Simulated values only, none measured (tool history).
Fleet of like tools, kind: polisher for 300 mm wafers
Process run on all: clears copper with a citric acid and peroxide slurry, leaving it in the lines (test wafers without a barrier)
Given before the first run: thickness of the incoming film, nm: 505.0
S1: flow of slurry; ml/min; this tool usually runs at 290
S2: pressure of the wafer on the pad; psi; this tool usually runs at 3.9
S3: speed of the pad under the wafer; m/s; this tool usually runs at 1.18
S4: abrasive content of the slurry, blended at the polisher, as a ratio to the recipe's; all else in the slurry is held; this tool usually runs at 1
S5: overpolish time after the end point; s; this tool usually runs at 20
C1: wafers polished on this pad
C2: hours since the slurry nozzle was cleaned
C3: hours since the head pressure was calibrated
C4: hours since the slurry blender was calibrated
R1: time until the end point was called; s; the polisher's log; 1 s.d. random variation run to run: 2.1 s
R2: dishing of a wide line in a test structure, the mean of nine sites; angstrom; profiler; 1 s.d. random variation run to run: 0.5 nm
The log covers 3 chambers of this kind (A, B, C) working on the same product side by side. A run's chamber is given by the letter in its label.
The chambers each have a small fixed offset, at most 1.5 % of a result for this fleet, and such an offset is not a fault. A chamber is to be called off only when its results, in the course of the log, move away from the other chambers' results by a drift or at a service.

run,day,S1,S2,S3,S4,S5,C1,C2,C3,C4,R1,R2
1C,0.179,290,3.9,1.18,1,20,371,101.3,42.4,296.9,180.26,382.54
2B,0.338,290,3.9,1.18,1,20,981,370.1,101.8,98.8,181.30,385.80
3A,0.512,290,3.9,1.18,1,20,495,511.0,395.0,29.3,177.44,382.30
4C,0.662,290,3.9,1.18,1,20,428,112.9,54.0,308.5,183.52,377.62
5B,0.867,290,3.9,1.18,1,20,1044,382.8,114.5,111.5,182.15,396.31
6A,1.067,210,3.9,1.18,1,20,560,524.3,408.3,42.6,186.83,363.37
7B,1.233,210,3.9,1.18,1,20,1087,391.6,123.3,120.3,186.10,371.69
8A,1.483,210,3.9,1.18,1,20,609,534.3,418.3,52.6,193.37,367.64
# day 1.575: chamber A: worn pad replaced by a new one
# day 1.808: chamber C: worn pad replaced by a new one
9C,1.821,290,3.9,1.18,1,20,1,140.7,81.8,336.3,180.38,382.99
10B,2.008,290,3.9,1.18,1,20,1178,410.2,141.9,138.9,183.13,381.80
11C,2.283,290,3.9,1.18,1,20,56,151.8,92.9,347.4,181.95,372.70
12A,2.596,290,3.9,1.18,1,20,120,561.0,445.0,79.3,180.88,382.41
13A,2.762,290,3.9,1.18,1,20,140,565.0,449.0,83.3,179.77,378.91
14B,3.025,290,3.9,1.18,1,20,1298,434.6,166.3,163.3,187.45,378.29
15C,3.225,290,3.9,1.18,1,20,167,174.4,115.5,370.0,178.30,374.87
16B,3.483,290,3.9,1.18,1,20,1352,445.6,177.3,174.3,189.41,365.58
17A,3.754,290,3.9,1.18,1,20,257,588.8,472.8,107.1,185.70,373.07
18C,4.017,290,3.9,1.18,1,20,260,193.4,134.5,389.0,181.36,377.87
19C,4.262,290,3.9,1.18,1,20,289,199.3,140.4,394.9,182.44,381.84
# day 4.408: chamber C: slurry blender recalibrated
20B,4.417,290,3.9,1.18,1,20,1462,468.0,199.7,196.7,186.42,369.59
21A,4.729,290,3.9,1.18,1,20,372,612.2,496.2,130.5,183.06,385.47
22A,4.996,290,3.9,1.18,1,20,403,618.6,502.6,136.9,180.81,380.31
# day 5.033: chamber B: slurry blender recalibrated
23C,5.204,290,3.9,1.18,1,20,400,221.9,163.0,19.1,182.29,382.17
24B,5.375,290,3.9,1.18,1,20,1575,491.0,222.7,8.3,194.80,361.13
25C,5.700,290,3.9,1.18,1,20,459,233.8,174.9,31.0,181.10,384.07
26B,5.867,290,3.9,1.18,1,20,1633,502.8,234.5,20.1,196.79,356.17
27A,6.092,290,3.9,1.18,1,20,532,644.9,528.9,163.2,180.53,379.20

All 3 chambers run these settings next. Forecast each chamber's results:
28A,6.333,290,3.9,1.18,1,20,,,,,?,?
28B,6.333,290,3.9,1.18,1,20,,,,,?,?
28C,6.333,290,3.9,1.18,1,20,,,,,?,?

run,R1,R2
28A,180.01,380.86
28B,204.22,344.22
28C,181.09,383.50

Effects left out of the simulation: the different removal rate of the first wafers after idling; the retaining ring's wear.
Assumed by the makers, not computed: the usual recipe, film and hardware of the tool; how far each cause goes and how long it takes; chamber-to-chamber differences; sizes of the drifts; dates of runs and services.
